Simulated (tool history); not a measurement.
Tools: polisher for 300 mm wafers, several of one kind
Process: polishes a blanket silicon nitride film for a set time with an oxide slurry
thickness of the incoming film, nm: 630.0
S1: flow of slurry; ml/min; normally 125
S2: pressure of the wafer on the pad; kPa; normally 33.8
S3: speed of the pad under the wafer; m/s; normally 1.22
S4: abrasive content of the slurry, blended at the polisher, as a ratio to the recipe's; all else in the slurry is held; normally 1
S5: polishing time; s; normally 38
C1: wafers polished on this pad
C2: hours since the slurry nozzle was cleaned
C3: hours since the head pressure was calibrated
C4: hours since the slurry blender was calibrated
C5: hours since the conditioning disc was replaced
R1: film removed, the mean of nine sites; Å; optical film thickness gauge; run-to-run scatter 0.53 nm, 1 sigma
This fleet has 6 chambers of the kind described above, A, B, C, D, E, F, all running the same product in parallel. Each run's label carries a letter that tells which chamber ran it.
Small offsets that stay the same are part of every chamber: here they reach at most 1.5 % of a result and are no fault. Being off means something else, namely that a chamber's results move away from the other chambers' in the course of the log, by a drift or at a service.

{"run": "1C", "hour": 7.0, "S1": 125, "S2": 33.8, "S3": 1.22, "S4": 1, "S5": 38, "C1": 878, "C2": 58.6, "C3": 673.8, "C4": 66.3, "C5": 31.5, "R1": 359.35}
{"run": "2E", "hour": 16.6, "S1": 125, "S2": 33.8, "S3": 1.22, "S4": 1, "S5": 38, "C1": 609, "C2": 239.8, "C3": 638.2, "C4": 176.9, "C5": 143.4, "R1": 352.48}
{"hour": 17.2, "done": "chamber B: worn pad replaced by a new one"}
{"hour": 19.4, "done": "chamber D: worn pad replaced by a new one"}
{"run": "3F", "hour": 26.3, "S1": 125, "S2": 33.8, "S3": 1.22, "S4": 1, "S5": 38, "C1": 471, "C2": 236.6, "C3": 260.3, "C4": 154.1, "C5": 134.6, "R1": 354.67}
{"hour": 32.8, "done": "chamber C: worn pad replaced by a new one"}
{"hour": 35.0, "done": "chamber D: slurry blender recalibrated"}
{"run": "4A", "hour": 36.1, "S1": 125, "S2": 33.8, "S3": 1.22, "S4": 1, "S5": 38, "C1": 512, "C2": 416.9, "C3": 469.0, "C4": 282.5, "C5": 59.7, "R1": 359.16}
{"hour": 40.3, "done": "chamber A: slurry blender recalibrated"}
{"hour": 44.0, "done": "chamber F: worn pad replaced by a new one"}
{"run": "5B", "hour": 45.8, "S1": 125, "S2": 41.4, "S3": 1.6, "S4": 1, "S5": 38, "C1": 340, "C2": 151.4, "C3": 1126.7, "C4": 430.3, "C5": 90.7, "R1": 545.33}
{"hour": 49.3, "done": "chamber B: slurry blender recalibrated"}
{"hour": 52.3, "done": "chamber A: worn pad replaced by a new one"}
{"run": "6D", "hour": 56.6, "S1": 125, "S2": 41.4, "S3": 1.6, "S4": 1, "S5": 38, "C1": 443, "C2": 224.4, "C3": 902.2, "C4": 21.6, "C5": 238.1, "R1": 549.71}
{"run": "7F", "hour": 62.7, "S1": 125, "S2": 41.4, "S3": 1.6, "S4": 1, "S5": 38, "C1": 223, "C2": 273.0, "C3": 296.7, "C4": 190.5, "C5": 171.0, "R1": 543.85}
{"hour": 64.9, "done": "chamber E: conditioning disc replaced and pad reconditioned"}
{"hour": 67.6, "done": "chamber E: head pressure recalibrated"}
{"hour": 70.2, "done": "chamber E: slurry blender recalibrated"}
{"run": "8D", "hour": 70.4, "S1": 125, "S2": 41.4, "S3": 1.6, "S4": 1, "S5": 38, "C1": 607, "C2": 238.2, "C3": 916.0, "C4": 35.4, "C5": 251.9, "R1": 555.6}
{"hour": 70.9, "done": "chamber B: worn pad replaced by a new one"}
{"run": "9E", "hour": 79.9, "S1": 125, "S2": 41.4, "S3": 1.6, "S4": 1, "S5": 38, "C1": 1362, "C2": 303.1, "C3": 12.3, "C4": 9.7, "C5": 15.1, "R1": 539.81}
{"hour": 82.4, "done": "chamber E: worn pad replaced by a new one"}
{"hour": 82.8, "done": "chamber C: conditioning disc replaced and pad reconditioned"}
{"run": "10B", "hour": 88.1, "S1": 125, "S2": 41.4, "S3": 1.6, "S4": 1, "S5": 38, "C1": 204, "C2": 193.7, "C3": 1169.0, "C4": 38.9, "C5": 133.0, "R1": 547.37}
{"run": "11A", "hour": 93.0, "S1": 125, "S2": 33.8, "S3": 1.22, "S4": 1, "S5": 38, "C1": 484, "C2": 473.8, "C3": 525.9, "C4": 52.8, "C5": 116.6, "R1": 355.6}
{"hour": 99.0, "done": "chamber D: worn pad replaced by a new one"}
{"hour": 101.0, "done": "chamber C: head pressure recalibrated"}
{"run": "12C", "hour": 101.0, "S1": 125, "S2": 33.8, "S3": 1.22, "S4": 1, "S5": 38, "C1": 812, "C2": 152.6, "C3": 0.0, "C4": 160.3, "C5": 18.2, "R1": 366.38}
{"hour": 101.6, "done": "chamber F: worn pad replaced by a new one"}
{"run": "13D", "hour": 109.7, "S1": 125, "S2": 33.8, "S3": 1.22, "S4": 1, "S5": 38, "C1": 127, "C2": 277.5, "C3": 955.3, "C4": 74.7, "C5": 291.2, "R1": 361.73}
{"hour": 116.0, "done": "chamber A: worn pad replaced by a new one"}
{"run": "14A", "hour": 116.5, "S1": 145, "S2": 33.8, "S3": 1.22, "S4": 1, "S5": 26, "C1": 6, "C2": 497.3, "C3": 549.4, "C4": 76.3, "C5": 140.1, "R1": 249.38}
{"hour": 123.3, "done": "chamber C: worn pad replaced by a new one"}
{"hour": 124.6, "done": "chamber D: head pressure recalibrated"}
{"run": "15B", "hour": 125.4, "S1": 145, "S2": 33.8, "S3": 1.22, "S4": 1, "S5": 26, "C1": 648, "C2": 231.0, "C3": 1206.3, "C4": 76.2, "C5": 170.3, "R1": 251.32}
{"hour": 126.1, "done": "chamber B: worn pad replaced by a new one"}
{"hour": 127.0, "done": "chamber B: head pressure recalibrated"}
{"hour": 133.3, "done": "chamber F: slurry nozzle cleaned"}
{"hour": 133.9, "done": "chamber F: conditioning disc replaced and pad reconditioned"}
{"run": "16E", "hour": 136.5, "S1": 145, "S2": 33.8, "S3": 1.22, "S4": 1, "S5": 26, "C1": 644, "C2": 359.7, "C3": 68.9, "C4": 66.3, "C5": 71.7, "R1": 247.82}
{"run": "17F", "hour": 145.5, "S1": 145, "S2": 33.8, "S3": 1.22, "S4": 1, "S5": 26, "C1": 522, "C2": 12.2, "C3": 379.5, "C4": 273.3, "C5": 11.7, "R1": 249.83}
{"hour": 150.8, "done": "chamber A: head pressure recalibrated"}
{"run": "18C", "hour": 152.9, "S1": 145, "S2": 33.8, "S3": 1.22, "S4": 1, "S5": 26, "C1": 353, "C2": 204.5, "C3": 51.9, "C4": 212.2, "C5": 70.1, "R1": 250.26}
{"hour": 159.8, "done": "chamber F: worn pad replaced by a new one"}
{"hour": 159.9, "done": "chamber B: conditioning disc replaced and pad reconditioned"}
{"run": "19E", "hour": 161.6, "S1": 145, "S2": 33.8, "S3": 1.22, "S4": 1, "S5": 26, "C1": 943, "C2": 384.8, "C3": 94.0, "C4": 91.4, "C5": 96.8, "R1": 255.32}
{"run": "20C", "hour": 170.4, "S1": 125, "S2": 33.8, "S3": 1.22, "S4": 1, "S5": 38, "C1": 561, "C2": 222.0, "C3": 69.4, "C4": 229.7, "C5": 87.6, "R1": 362.01}
{"hour": 172.3, "done": "chamber D: conditioning disc replaced and pad reconditioned"}
{"hour": 174.1, "done": "chamber A: worn pad replaced by a new one"}
{"run": "21B", "hour": 177.9, "S1": 125, "S2": 33.8, "S3": 1.22, "S4": 1, "S5": 38, "C1": 617, "C2": 283.5, "C3": 50.9, "C4": 128.7, "C5": 18.1, "R1": 354.68}
{"run": "22A", "hour": 184.6, "S1": 125, "S2": 33.8, "S3": 1.22, "S4": 1, "S5": 38, "C1": 125, "C2": 565.4, "C3": 33.9, "C4": 144.4, "C5": 208.2, "R1": 358.38}
{"run": "23D", "hour": 191.9, "S1": 90, "S2": 33.8, "S3": 1.22, "S4": 1, "S5": 47, "C1": 1105, "C2": 359.7, "C3": 67.4, "C4": 156.9, "C5": 19.7, "R1": 415.25}
{"hour": 193.3, "done": "chamber B: worn pad replaced by a new one"}
{"hour": 195.7, "done": "chamber E: worn pad replaced by a new one"}
{"hour": 196.4, "done": "chamber F: slurry blender recalibrated"}
{"run": "24F", "hour": 198.2, "S1": 90, "S2": 33.8, "S3": 1.22, "S4": 1, "S5": 47, "C1": 457, "C2": 64.9, "C3": 432.2, "C4": 1.9, "C5": 64.4, "R1": 420.89}
{"hour": 199.0, "done": "chamber D: worn pad replaced by a new one"}
{"hour": 204.5, "done": "chamber C: slurry nozzle cleaned"}
{"run": "25F", "hour": 205.8, "S1": 90, "S2": 33.8, "S3": 1.22, "S4": 1, "S5": 47, "C1": 547, "C2": 72.5, "C3": 439.8, "C4": 9.5, "C5": 72.0, "R1": 416.42}
{"run": "26D", "hour": 210.8, "S1": 90, "S2": 33.8, "S3": 1.22, "S4": 1, "S5": 47, "C1": 141, "C2": 378.6, "C3": 86.3, "C4": 175.8, "C5": 38.6, "R1": 406.82}
{"hour": 212.1, "done": "chamber C: worn pad replaced by a new one"}
{"hour": 212.9, "done": "chamber F: worn pad replaced by a new one"}
{"hour": 213.4, "done": "chamber C: conditioning disc replaced and pad reconditioned"}
{"run": "27B", "hour": 220.8, "S1": 90, "S2": 33.8, "S3": 1.22, "S4": 1, "S5": 47, "C1": 327, "C2": 326.4, "C3": 93.8, "C4": 171.6, "C5": 61.0, "R1": 415.39}
{"run": "28C", "hour": 228.1, "S1": 90, "S2": 33.8, "S3": 1.22, "S4": 1, "S5": 47, "C1": 190, "C2": 23.6, "C3": 127.1, "C4": 287.4, "C5": 14.7, "R1": 419.27}
{"run": "29E", "hour": 235.4, "S1": 100, "S2": 33.8, "S3": 1.22, "S4": 1, "S5": 38, "C1": 473, "C2": 458.6, "C3": 167.8, "C4": 165.2, "C5": 170.6, "R1": 342.69}
{"hour": 242.2, "done": "chamber A: worn pad replaced by a new one"}
{"run": "30A", "hour": 243.0, "S1": 100, "S2": 33.8, "S3": 1.22, "S4": 1, "S5": 38, "C1": 10, "C2": 623.8, "C3": 92.3, "C4": 202.8, "C5": 266.6, "R1": 339.68}
{"hour": 253.3, "done": "chamber C: slurry blender recalibrated"}
{"run": "31B", "hour": 254.0, "S1": 100, "S2": 33.8, "S3": 1.22, "S4": 1, "S5": 38, "C1": 722, "C2": 359.6, "C3": 127.0, "C4": 204.8, "C5": 94.2, "R1": 337.96}
{"hour": 257.3, "done": "chamber E: slurry nozzle cleaned"}
{"run": "32F", "hour": 262.0, "S1": 100, "S2": 33.8, "S3": 1.22, "S4": 1, "S5": 38, "C1": 584, "C2": 128.7, "C3": 496.0, "C4": 65.7, "C5": 128.2, "R1": 342.98}
{"hour": 263.6, "done": "chamber D: slurry blender recalibrated"}
{"run": "33E", "hour": 266.8, "S1": 100, "S2": 33.8, "S3": 1.22, "S4": 1, "S5": 38, "C1": 847, "C2": 9.6, "C3": 199.2, "C4": 196.6, "C5": 202.0, "R1": 348.7}
{"run": "34C", "hour": 273.5, "S1": 100, "S2": 33.8, "S3": 1.22, "S4": 1, "S5": 38, "C1": 730, "C2": 69.0, "C3": 172.5, "C4": 20.3, "C5": 60.1, "R1": 345.98}
{"run": "35A", "hour": 281.8, "S1": 105, "S2": 33.8, "S3": 1.22, "S4": 1, "S5": 38, "C1": 471, "C2": 662.6, "C3": 131.1, "C4": 241.6, "C5": 305.4, "R1": 349.14}
{"hour": 282.2, "done": "chamber D: worn pad replaced by a new one"}
{"run": "36D", "hour": 289.7, "S1": 105, "S2": 33.8, "S3": 1.22, "S4": 1, "S5": 38, "C1": 89, "C2": 457.5, "C3": 165.2, "C4": 26.2, "C5": 117.5, "R1": 345.79}
{"run": "37E", "hour": 296.4, "S1": 105, "S2": 33.8, "S3": 1.22, "S4": 1, "S5": 38, "C1": 1199, "C2": 39.2, "C3": 228.8, "C4": 226.2, "C5": 231.6, "R1": 347.09}
{"run": "38D", "hour": 306.9, "S1": 105, "S2": 33.8, "S3": 1.22, "S4": 1, "S5": 38, "C1": 293, "C2": 474.7, "C3": 182.4, "C4": 43.4, "C5": 134.7, "R1": 348.27}

Next, every chamber runs the same settings. What will each give?
{"run": "39A", "hour": 314.9, "S1": 125, "S2": 33.8, "S3": 1.22, "S4": 1, "S5": 28, "R1": "?"}
{"run": "39B", "hour": 314.9, "S1": 125, "S2": 33.8, "S3": 1.22, "S4": 1, "S5": 28, "R1": "?"}
{"run": "39C", "hour": 314.9, "S1": 125, "S2": 33.8, "S3": 1.22, "S4": 1, "S5": 28, "R1": "?"}
{"run": "39D", "hour": 314.9, "S1": 125, "S2": 33.8, "S3": 1.22, "S4": 1, "S5": 28, "R1": "?"}
{"run": "39E", "hour": 314.9, "S1": 125, "S2": 33.8, "S3": 1.22, "S4": 1, "S5": 28, "R1": "?"}
{"run": "39F", "hour": 314.9, "S1": 125, "S2": 33.8, "S3": 1.22, "S4": 1, "S5": 28, "R1": "?"}

run=39A R1=262.17
run=39B R1=260.26
run=39C R1=264.28
run=39D R1=267.83
run=39E R1=262.38
run=39F R1=264.73
